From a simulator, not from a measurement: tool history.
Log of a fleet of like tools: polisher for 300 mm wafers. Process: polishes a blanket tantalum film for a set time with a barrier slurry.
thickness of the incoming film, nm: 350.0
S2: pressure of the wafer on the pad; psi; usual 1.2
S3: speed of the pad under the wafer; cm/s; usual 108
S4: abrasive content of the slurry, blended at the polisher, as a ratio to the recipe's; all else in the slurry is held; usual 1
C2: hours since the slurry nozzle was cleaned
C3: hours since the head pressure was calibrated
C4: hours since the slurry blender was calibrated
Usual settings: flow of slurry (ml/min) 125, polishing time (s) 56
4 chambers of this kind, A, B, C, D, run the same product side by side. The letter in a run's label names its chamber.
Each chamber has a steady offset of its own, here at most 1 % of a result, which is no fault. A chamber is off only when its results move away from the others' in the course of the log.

-- hour=4.1 chamber A: worn pad replaced by a new one
run 1A hour=12.6 | flow_of_slurry_(ml/min)=125 S2=1.2 S3=108 S4=1 polishing_time_(s)=56 | wafers_polished_on_this_pad=60 C2=275.4 C3=795.5 C4=61.5 | film_removed_(Å)=699.37
run 2D hour=18.7 | flow_of_slurry_(ml/min)=125 S2=1.2 S3=108 S4=1 polishing_time_(s)=56 | wafers_polished_on_this_pad=794 C2=137.4 C3=678.8 C4=182.2 | film_removed_(Å)=692.01
-- hour=23 chamber D: worn pad replaced by a new one
-- hour=23.2 chamber C: worn pad replaced by a new one
-- hour=25.2 chamber C: slurry blender recalibrated
run 3B hour=28.9 | flow_of_slurry_(ml/min)=125 S2=1.2 S3=108 S4=1 polishing_time_(s)=56 | wafers_polished_on_this_pad=462 C2=579.4 C3=812.6 C4=314.8 | film_removed_(Å)=697.09
-- hour=31 chamber B: worn pad replaced by a new one
-- hour=31.6 chamber D: slurry blender recalibrated
-- hour=34.6 chamber B: slurry nozzle cleaned
run 4C hour=36.8 | flow_of_slurry_(ml/min)=125 S2=1.2 S3=108 S4=1 polishing_time_(s)=56 | wafers_polished_on_this_pad=97 C2=439.2 C3=78.3 C4=11.7 | film_removed_(Å)=693.47
run 5D hour=45.9 | flow_of_slurry_(ml/min)=125 S2=1.2 S3=108 S4=1 polishing_time_(s)=70 | wafers_polished_on_this_pad=163 C2=164.6 C3=706 C4=14.4 | film_removed_(Å)=881.05
run 6A hour=54.6 | flow_of_slurry_(ml/min)=125 S2=1.2 S3=108 S4=1 polishing_time_(s)=70 | wafers_polished_on_this_pad=359 C2=317.4 C3=837.5 C4=103.5 | film_removed_(Å)=876.69
-- hour=57.2 chamber B: head pressure recalibrated
run 7C hour=63.1 | flow_of_slurry_(ml/min)=125 S2=1.2 S3=108 S4=1 polishing_time_(s)=70 | wafers_polished_on_this_pad=284 C2=465.5 C3=104.6 C4=38 | film_removed_(Å)=862.36
run 8B hour=72.1 | flow_of_slurry_(ml/min)=125 S2=1.2 S3=108 S4=1 polishing_time_(s)=70 | wafers_polished_on_this_pad=292 C2=37.5 C3=14.9 C4=358 | film_removed_(Å)=875.42
run 9B hour=83.7 | flow_of_slurry_(ml/min)=125 S2=0.8 S3=108 S4=1 polishing_time_(s)=56 | wafers_polished_on_this_pad=375 C2=49.1 C3=26.5 C4=369.6 | film_removed_(Å)=471.8
-- hour=89.6 chamber A: slurry nozzle cleaned
run 10D hour=93.7 | flow_of_slurry_(ml/min)=125 S2=0.8 S3=108 S4=1 polishing_time_(s)=56 | wafers_polished_on_this_pad=503 C2=212.4 C3=753.8 C4=62.2 | film_removed_(Å)=467.32
-- hour=96.7 chamber A: worn pad replaced by a new one
-- hour=102.5 chamber B: worn pad replaced by a new one
run 11C hour=103.4 | flow_of_slurry_(ml/min)=125 S2=0.8 S3=108 S4=1 polishing_time_(s)=56 | wafers_polished_on_this_pad=570 C2=505.8 C3=144.9 C4=78.3 | film_removed_(Å)=465.36
-- hour=105.4 chamber C: worn pad replaced by a new one
run 12A hour=112.7 | flow_of_slurry_(ml/min)=125 S2=0.8 S3=108 S4=1 polishing_time_(s)=56 | wafers_polished_on_this_pad=114 C2=23.1 C3=895.6 C4=161.6 | film_removed_(Å)=462.71
run 13B hour=122.4 | flow_of_slurry_(ml/min)=125 S2=1.2 S3=108 S4=1.2 polishing_time_(s)=50 | wafers_polished_on_this_pad=142 C2=87.8 C3=65.2 C4=408.3 | film_removed_(Å)=656.18
run 14C hour=131.5 | flow_of_slurry_(ml/min)=125 S2=1.2 S3=108 S4=1.2 polishing_time_(s)=50 | wafers_polished_on_this_pad=185 C2=533.9 C3=173 C4=106.4 | film_removed_(Å)=649.89
run 15D hour=141.9 | flow_of_slurry_(ml/min)=125 S2=1.2 S3=108 S4=1.2 polishing_time_(s)=50 | wafers_polished_on_this_pad=846 C2=260.6 C3=802 C4=110.4 | film_removed_(Å)=657.85
run 16A hour=148.6 | flow_of_slurry_(ml/min)=125 S2=1.2 S3=108 S4=1.2 polishing_time_(s)=50 | wafers_polished_on_this_pad=369 C2=59 C3=931.5 C4=197.5 | film_removed_(Å)=662.28
-- hour=150.7 chamber D: worn pad replaced by a new one
run 17D hour=155.2 | flow_of_slurry_(ml/min)=125 S2=1.2 S3=108 S4=1 polishing_time_(s)=56 | wafers_polished_on_this_pad=32 C2=273.9 C3=815.3 C4=123.7 | film_removed_(Å)=706.38
-- hour=157.4 chamber D: head pressure recalibrated
run 18A hour=162.4 | flow_of_slurry_(ml/min)=125 S2=1.2 S3=108 S4=1 polishing_time_(s)=56 | wafers_polished_on_this_pad=467 C2=72.8 C3=945.3 C4=211.3 | film_removed_(Å)=687.3
-- hour=172 chamber B: slurry blender recalibrated
-- hour=172.5 chamber B: worn pad replaced by a new one
run 19B hour=173.9 | flow_of_slurry_(ml/min)=125 S2=1.2 S3=108 S4=1 polishing_time_(s)=56 | wafers_polished_on_this_pad=10 C2=139.3 C3=116.7 C4=1.9 | film_removed_(Å)=711.8
run 20C hour=181.6 | flow_of_slurry_(ml/min)=125 S2=1.2 S3=108 S4=1 polishing_time_(s)=56 | wafers_polished_on_this_pad=542 C2=584 C3=223.1 C4=156.5 | film_removed_(Å)=695.01
-- hour=182 chamber C: worn pad replaced by a new one
-- hour=191.1 chamber D: slurry nozzle cleaned
run 21A hour=194.1 | flow_of_slurry_(ml/min)=125 S2=1.2 S3=108 S4=1 polishing_time_(s)=56 | wafers_polished_on_this_pad=693 C2=104.5 C3=977 C4=243 | film_removed_(Å)=694.61
-- hour=203.6 chamber A: worn pad replaced by a new one
run 22B hour=206.5 | flow_of_slurry_(ml/min)=125 S2=1.2 S3=108 S4=1 polishing_time_(s)=56 | wafers_polished_on_this_pad=242 C2=171.9 C3=149.3 C4=34.5 | film_removed_(Å)=702.39
run 23D hour=219.1 | flow_of_slurry_(ml/min)=125 S2=1.2 S3=108 S4=1 polishing_time_(s)=56 | wafers_polished_on_this_pad=487 C2=28 C3=61.8 C4=187.6 | film_removed_(Å)=701.73
run 24C hour=227.8 | flow_of_slurry_(ml/min)=125 S2=1.2 S3=108 S4=1 polishing_time_(s)=56 | wafers_polished_on_this_pad=326 C2=630.2 C3=269.3 C4=202.7 | film_removed_(Å)=684.59
run 25D hour=236.5 | flow_of_slurry_(ml/min)=125 S2=1.2 S3=108 S4=1 polishing_time_(s)=56 | wafers_polished_on_this_pad=610 C2=45.4 C3=79.2 C4=205 | film_removed_(Å)=698.71
run 26A hour=244.7 | flow_of_slurry_(ml/min)=125 S2=1.2 S3=108 S4=1 polishing_time_(s)=56 | wafers_polished_on_this_pad=292 C2=155.1 C3=1027.6 C4=293.6 | film_removed_(Å)=687
-- hour=250.5 chamber B: worn pad replaced by a new one
-- hour=254.4 chamber D: slurry blender recalibrated
run 27C hour=255.2 | flow_of_slurry_(ml/min)=125 S2=1.2 S3=108 S4=1 polishing_time_(s)=56 | wafers_polished_on_this_pad=520 C2=657.6 C3=296.7 C4=230.1 | film_removed_(Å)=702.84
-- hour=257.7 chamber C: worn pad replaced by a new one
run 28B hour=263.1 | flow_of_slurry_(ml/min)=125 S2=1.2 S3=108 S4=1 polishing_time_(s)=56 | wafers_polished_on_this_pad=89 C2=228.5 C3=205.9 C4=91.1 | film_removed_(Å)=706.5
run 29D hour=274.9 | flow_of_slurry_(ml/min)=125 S2=1.2 S3=108 S4=1 polishing_time_(s)=56 | wafers_polished_on_this_pad=884 C2=83.8 C3=117.6 C4=20.5 | film_removed_(Å)=691.62
-- hour=277.4 chamber D: worn pad replaced by a new one
run 30B hour=284.6 | flow_of_slurry_(ml/min)=125 S2=1.2 S3=108 S4=1 polishing_time_(s)=56 | wafers_polished_on_this_pad=242 C2=250 C3=227.4 C4=112.6 | film_removed_(Å)=697.21
-- hour=290.5 chamber A: worn pad replaced by a new one
run 31C hour=295.9 | flow_of_slurry_(ml/min)=125 S2=0.9 S3=134 S4=1 polishing_time_(s)=56 | wafers_polished_on_this_pad=271 C2=698.3 C3=337.4 C4=270.8 | film_removed_(Å)=657.77
-- hour=302.6 chamber C: slurry nozzle cleaned
run 32A hour=302.7 | flow_of_slurry_(ml/min)=125 S2=0.9 S3=134 S4=1 polishing_time_(s)=56 | wafers_polished_on_this_pad=87 C2=213.1 C3=1085.6 C4=351.6 | film_removed_(Å)=615.25
run 33D hour=312.6 | flow_of_slurry_(ml/min)=125 S2=0.9 S3=134 S4=1 polishing_time_(s)=56 | wafers_polished_on_this_pad=250 C2=121.5 C3=155.3 C4=58.2 | film_removed_(Å)=655.42
-- hour=319.2 chamber B: worn pad replaced by a new one
run 34A hour=326.1 | flow_of_slurry_(ml/min)=125 S2=0.9 S3=134 S4=1 polishing_time_(s)=56 | wafers_polished_on_this_pad=253 C2=236.5 C3=1109 C4=375 | film_removed_(Å)=612.02
run 35C hour=337.5 | flow_of_slurry_(ml/min)=125 S2=1.2 S3=108 S4=1 polishing_time_(s)=56 | wafers_polished_on_this_pad=567 C2=34.9 C3=379 C4=312.4 | film_removed_(Å)=694.89
run 36B hour=350.2 | flow_of_slurry_(ml/min)=125 S2=1.4 S3=108 S4=1 polishing_time_(s)=56 | wafers_polished_on_this_pad=220 C2=315.6 C3=293 C4=178.2 | film_removed_(Å)=814.82

What goes on in this fleet: one chamber off, a drifting gauge, or nothing beyond the chambers' own small offsets? Name the chamber and the cause, if any.

Chamber A drifts away from the others.
Cause: abrasive missing from the slurry, % = 23.9.
The log may not tell that from: slurry flow missing at the pad, %; head's pressure below its setpoint, %.

Here are 4 candidates for chamber A's next run, each the usual settings with a change, their results left as question marks. Which one brings its results back in line with what the others give on the usual settings?
In line means no further than this from the other chambers' mean on the usual settings: film removed (Å) 21
run 37A-1 hour=360.2 | flow_of_slurry_(ml/min)=125 S2=1.2 S3=112 S4=1 polishing_time_(s)=58 | film_removed_(Å)=?
run 37A-2 hour=360.2 | flow_of_slurry_(ml/min)=160 S2=1.2 S3=108 S4=1.35 polishing_time_(s)=56 | film_removed_(Å)=?
run 37A-3 hour=360.2 | flow_of_slurry_(ml/min)=125 S2=1.2 S3=108 S4=0.8 polishing_time_(s)=56 | film_removed_(Å)=?
run 37A-4 hour=360.2 | flow_of_slurry_(ml/min)=125 S2=1.2 S3=94 S4=1 polishing_time_(s)=56 | film_removed_(Å)=?

The other chambers' mean on the usual settings: film removed (Å) 698.44
run=37A-1 film_removed_(Å)=696.68
run=37A-2 film_removed_(Å)=743.81
run=37A-3 film_removed_(Å)=598.16
run=37A-4 film_removed_(Å)=564.32
37A-1 brings the chamber back in line.

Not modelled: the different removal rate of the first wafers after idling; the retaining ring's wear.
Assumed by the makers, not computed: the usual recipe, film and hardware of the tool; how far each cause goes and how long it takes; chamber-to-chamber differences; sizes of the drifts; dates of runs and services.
